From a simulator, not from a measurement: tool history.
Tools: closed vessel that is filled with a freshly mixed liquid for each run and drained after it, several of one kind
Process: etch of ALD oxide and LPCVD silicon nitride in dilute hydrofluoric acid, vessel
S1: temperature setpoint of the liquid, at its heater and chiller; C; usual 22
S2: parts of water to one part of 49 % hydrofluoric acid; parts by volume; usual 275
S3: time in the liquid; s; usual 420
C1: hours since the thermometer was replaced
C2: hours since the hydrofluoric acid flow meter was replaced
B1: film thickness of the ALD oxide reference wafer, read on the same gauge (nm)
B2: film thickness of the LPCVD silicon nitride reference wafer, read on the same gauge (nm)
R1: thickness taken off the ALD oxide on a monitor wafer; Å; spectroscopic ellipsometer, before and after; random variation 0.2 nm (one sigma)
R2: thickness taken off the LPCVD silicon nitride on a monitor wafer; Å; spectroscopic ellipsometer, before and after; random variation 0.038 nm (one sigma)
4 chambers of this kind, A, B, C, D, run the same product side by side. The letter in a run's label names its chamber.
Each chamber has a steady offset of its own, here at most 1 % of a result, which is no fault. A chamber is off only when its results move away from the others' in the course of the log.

run	day	S1	S2	S3	C1	C2	B1	B2	R1	R2
1C	0.471	22	275	420	225.8	346.1	29.995	129.99	320.08	5.4036
2A	1.012	22	275	420	1050.4	481.9	29.996	130	316.55	5.2271
3B	1.454	22	275	420	291.6	620.4	29.997	129.97	317.7	5.925
4D	1.988	22	275	420	114.8	206	30.029	129.98	314.58	5.6333
5A	2.642	22	275	420	1089.5	521	29.994	129.98	319.38	5.5015
6B	3.121	22	275	420	331.6	660.4	30.006	130.01	317.01	6.1672
7D	3.629	22	275	420	154.2	245.4	29.991	129.99	316.04	6.2968
8C	3.929	22	275	420	308.8	429.1	29.998	130.01	317.81	6.2256
9C	4.442	22	275	420	321.1	441.4	30.016	129.99	320.71	5.9637
10D	5.038	22	275	420	188	279.2	29.995	130.01	312.75	5.1454
11A	5.446	26	275	420	1156.8	588.3	30.023	130	368.87	7.1598
12B	5.762	26	275	420	395	723.8	29.986	130.01	363.41	6.9809
13C	6.262	26	275	420	364.8	485.1	30.019	130.02	365.65	7.1859
14D	6.554	26	275	420	224.4	315.6	30.001	130	362.33	7.1913
15B	6.888	22	275	420	422	750.8	29.977	129.99	314.89	5.9178
16A	7.321	22	355	620	1201.8	633.3	29.99	129.95	338.71	6.6293
17D	7.917	22	355	620	257.1	348.3	30.003	130	336.41	6.4667
18A	8.533	22	355	620	1230.9	662.4	30.014	130.02	335.12	6.401
19C	8.917	22	355	620	428.5	548.8	29.997	130	341.66	6.1101
20B	9.5	22	275	420	484.7	813.5	30.023	130.02	320.24	5.8539
21D	9.796	22	275	600	302.2	393.4	29.986	129.97	450.42	8.036
22A	10.146	22	275	600	1269.6	701.1	30.02	130.02	452.59	8.3183
23C	10.575	22	275	600	468.3	588.6	30.018	130	459.89	8.1751
24B	10.875	22	275	600	517.7	846.5	29.969	130.01	464.1	7.2478
25A	11.283	22	275	560	1296.9	728.4	30.005	130	425.6	6.5966
26D	11.704	22	275	560	348	439.2	29.999	129.99	421.73	8.0411
27C	12.033	22	275	560	503.3	623.6	29.996	129.96	427.35	7.4853
28B	12.371	22	275	560	553.6	882.4	30.031	130	433.21	6.9488
29B	12.9	20.5	275	420	566.3	895.1	30.013	130.01	311.11	5.3374
30C	13.338	20.5	275	420	534.6	654.9	29.996	129.97	304.52	5.2357
31D	13.962	20.5	275	420	402.2	493.4	29.981	130	297.07	4.9447
# day 14.204: chamber B: thermometer replaced
32A	14.558	20.5	275	420	1375.5	807	30.015	130.03	302.02	5.0979
33A	15.075	22	275	420	1387.9	819.4	29.975	129.97	318.22	6.4653
34D	15.454	22	275	420	438	529.2	30.006	129.98	315.96	5.6263
35C	15.829	22	275	420	594.4	714.7	30.01	130.01	322.12	5.4028
36B	16.258	22	275	420	49.4	975.7	30.016	129.98	340.13	5.7528
37D	16.888	22	275	420	472.4	563.6	29.984	130.04	315.71	5.8094
38B	17.288	22	275	420	74.1	1000.4	30.008	130	345.67	5.4893
39C	17.883	22	275	420	643.7	764	30.012	130	320.96	5.3351
40A	18.175	22	275	420	1462.3	893.8	30.008	130	319.38	5.5307
41A	18.579	22	180	565	1472	903.5	30.006	129.99	727.35	11.238
42C	19.021	22	180	565	671	791.3	30.023	129.97	732.15	10.714
43D	19.342	22	180	565	531.3	622.5	29.994	129.99	700.7	11.027
44B	19.908	22	180	565	137	1063.3	29.982	129.99	778.38	11.69

Is one chamber off against the others, does the gauge drift, or is nothing wrong? If a chamber is off, say which, and what the likeliest cause is.

Chamber B drifts away from the others.
Cause: hydrofluoric acid flow above the setpoint (%) = 7.49.

Here are 4 candidates for chamber B's next run, each the usual settings with a change, their results left as question marks. Which one brings its results back in line with what the others give on the usual settings?
In line means no further than this from the other chambers' mean on the usual settings: R1 7.2 Å; R2 1.3 Å
45B-1	20.383	22	280	415					?	?
45B-2	20.383	22	270	425					?	?
45B-3	20.383	22	285	405					?	?
45B-4	20.383	22	265	435					?	?

The other chambers' mean on the usual settings: R1 318.09 Å; R2 5.5682 Å
run	R1	R2
45B-1	335.89	5.6992
45B-2	359.71	6.0448
45B-3	320.69	5.4675
45B-4	376.69	6.2996
45B-3 brings the chamber back in line.
